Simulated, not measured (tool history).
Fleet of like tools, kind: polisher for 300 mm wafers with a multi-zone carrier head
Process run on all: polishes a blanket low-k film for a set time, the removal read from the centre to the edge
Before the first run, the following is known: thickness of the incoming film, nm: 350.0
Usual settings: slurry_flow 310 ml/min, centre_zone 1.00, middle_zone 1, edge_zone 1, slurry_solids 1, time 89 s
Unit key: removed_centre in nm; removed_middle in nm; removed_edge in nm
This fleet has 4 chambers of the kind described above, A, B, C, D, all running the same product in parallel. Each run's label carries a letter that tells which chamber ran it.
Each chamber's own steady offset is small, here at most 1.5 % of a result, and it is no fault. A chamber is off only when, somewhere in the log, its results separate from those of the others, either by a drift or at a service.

At hour 1.5: chamber C: worn pad replaced by a new one.
At hour 11.2: chamber B: worn pad replaced by a new one.
Run 1C, hour 14.6: usual settings. Result: removed_centre 41.278 nm, removed_middle 40.271 nm, removed_edge 40.797 nm.
Run 2B, hour 23.5: usual settings. Result: removed_centre 40.856 nm, removed_middle 41.170 nm, removed_edge 41.713 nm.
At hour 25.8: chamber D: worn pad replaced by a new one.
Run 3D, hour 39.7: usual settings. Result: removed_centre 40.801 nm, removed_middle 40.971 nm, removed_edge 39.753 nm.
At hour 46.6: chamber A: worn pad replaced by a new one.
Run 4A, hour 55.6: usual settings. Result: removed_centre 39.757 nm, removed_middle 40.487 nm, removed_edge 40.105 nm.
Run 5B, hour 63.9: usual settings. Result: removed_centre 40.418 nm, removed_middle 40.362 nm, removed_edge 41.760 nm.
At hour 71.0: chamber B: worn pad replaced by a new one.
Run 6A, hour 76.2: usual settings. Result: removed_centre 40.417 nm, removed_middle 40.583 nm, removed_edge 40.818 nm.
Run 7D, hour 90.2: usual settings but centre_zone 1.12. Result: removed_centre 44.676 nm, removed_middle 40.236 nm, removed_edge 40.346 nm.
At hour 90.8: chamber C: edge zone pressure recalibrated.
At hour 99.3: chamber C: worn pad replaced by a new one.
At hour 100.7: chamber A: worn pad replaced by a new one.
Run 8C, hour 101.1: usual settings but centre_zone 1.12. Result: removed_centre 46.206 nm, removed_middle 40.450 nm, removed_edge 40.587 nm.
Run 9D, hour 113.0: usual settings but centre_zone 1.12. Result: removed_centre 45.057 nm, removed_middle 41.560 nm, removed_edge 40.517 nm.
At hour 114.4: chamber D: worn pad replaced by a new one.
Run 10B, hour 124.6: usual settings but centre_zone 1.12. Result: removed_centre 46.303 nm, removed_middle 40.489 nm, removed_edge 40.741 nm.
At hour 128.0: chamber B: worn pad replaced by a new one.
Run 11C, hour 138.8: usual settings. Result: removed_centre 40.827 nm, removed_middle 40.733 nm, removed_edge 40.817 nm.
At hour 147.0: chamber B: slurry nozzle cleaned.
Run 12A, hour 148.2: usual settings. Result: removed_centre 40.275 nm, removed_middle 40.706 nm, removed_edge 40.711 nm.
Run 13B, hour 158.0: usual settings. Result: removed_centre 40.857 nm, removed_middle 40.848 nm, removed_edge 41.209 nm.
At hour 158.1: chamber D: slurry nozzle cleaned.
At hour 163.4: chamber A: worn pad replaced by a new one.
Run 14D, hour 165.5: usual settings but slurry_flow 245 ml/min. Result: removed_centre 39.221 nm, removed_middle 39.781 nm, removed_edge 39.687 nm.
Run 15C, hour 179.7: usual settings but slurry_flow 245 ml/min. Result: removed_centre 39.832 nm, removed_middle 38.677 nm, removed_edge 39.506 nm.
At hour 183.2: chamber B: worn pad replaced by a new one.
Run 16A, hour 189.6: usual settings but slurry_flow 245 ml/min. Result: removed_centre 38.416 nm, removed_middle 39.368 nm, removed_edge 40.674 nm.
Run 17B, hour 198.8: usual settings but slurry_flow 245 ml/min. Result: removed_centre 39.023 nm, removed_middle 39.735 nm, removed_edge 40.825 nm.
At hour 203.0: chamber C: worn pad replaced by a new one.
At hour 204.9: chamber D: worn pad replaced by a new one.
Run 18A, hour 207.7: usual settings but time 64 s. Result: removed_centre 28.694 nm, removed_middle 29.277 nm, removed_edge 29.578 nm.
At hour 213.0: chamber A: worn pad replaced by a new one.
Run 19C, hour 223.9: usual settings but time 64 s. Result: removed_centre 29.600 nm, removed_middle 29.227 nm, removed_edge 29.217 nm.
Run 20D, hour 231.3: usual settings but time 64 s. Result: removed_centre 29.141 nm, removed_middle 29.584 nm, removed_edge 29.540 nm.
At hour 239.3: chamber B: worn pad replaced by a new one.
At hour 243.6: chamber D: edge zone pressure recalibrated.
Run 21C, hour 244.7: usual settings but time 64 s. Result: removed_centre 29.394 nm, removed_middle 28.765 nm, removed_edge 28.874 nm.
Run 22D, hour 257.3: usual settings. Result: removed_centre 39.817 nm, removed_middle 40.782 nm, removed_edge 40.916 nm.
Run 23B, hour 267.8: usual settings. Result: removed_centre 40.566 nm, removed_middle 40.967 nm, removed_edge 41.153 nm.
At hour 272.8: chamber A: worn pad replaced by a new one.
Run 24A, hour 276.9: usual settings. Result: removed_centre 40.099 nm, removed_middle 40.704 nm, removed_edge 40.784 nm.

Next, all 4 chambers run the settings below, one line each with question marks for the results. What does each chamber give?
Run 25A, hour 288.6: usual settings but time 107 s. Result: removed_centre ?, removed_middle ?, removed_edge ?.
Run 25B, hour 288.6: usual settings but time 107 s. Result: removed_centre ?, removed_middle ?, removed_edge ?.
Run 25C, hour 288.6: usual settings but time 107 s. Result: removed_centre ?, removed_middle ?, removed_edge ?.
Run 25D, hour 288.6: usual settings but time 107 s. Result: removed_centre ?, removed_middle ?, removed_edge ?.

run  removed_centre  removed_middle  removed_edge
25A          49.093          49.125        48.921
25B          49.194          48.868        49.482
25C          49.732          48.386        48.093
25D          47.838          48.459        48.863
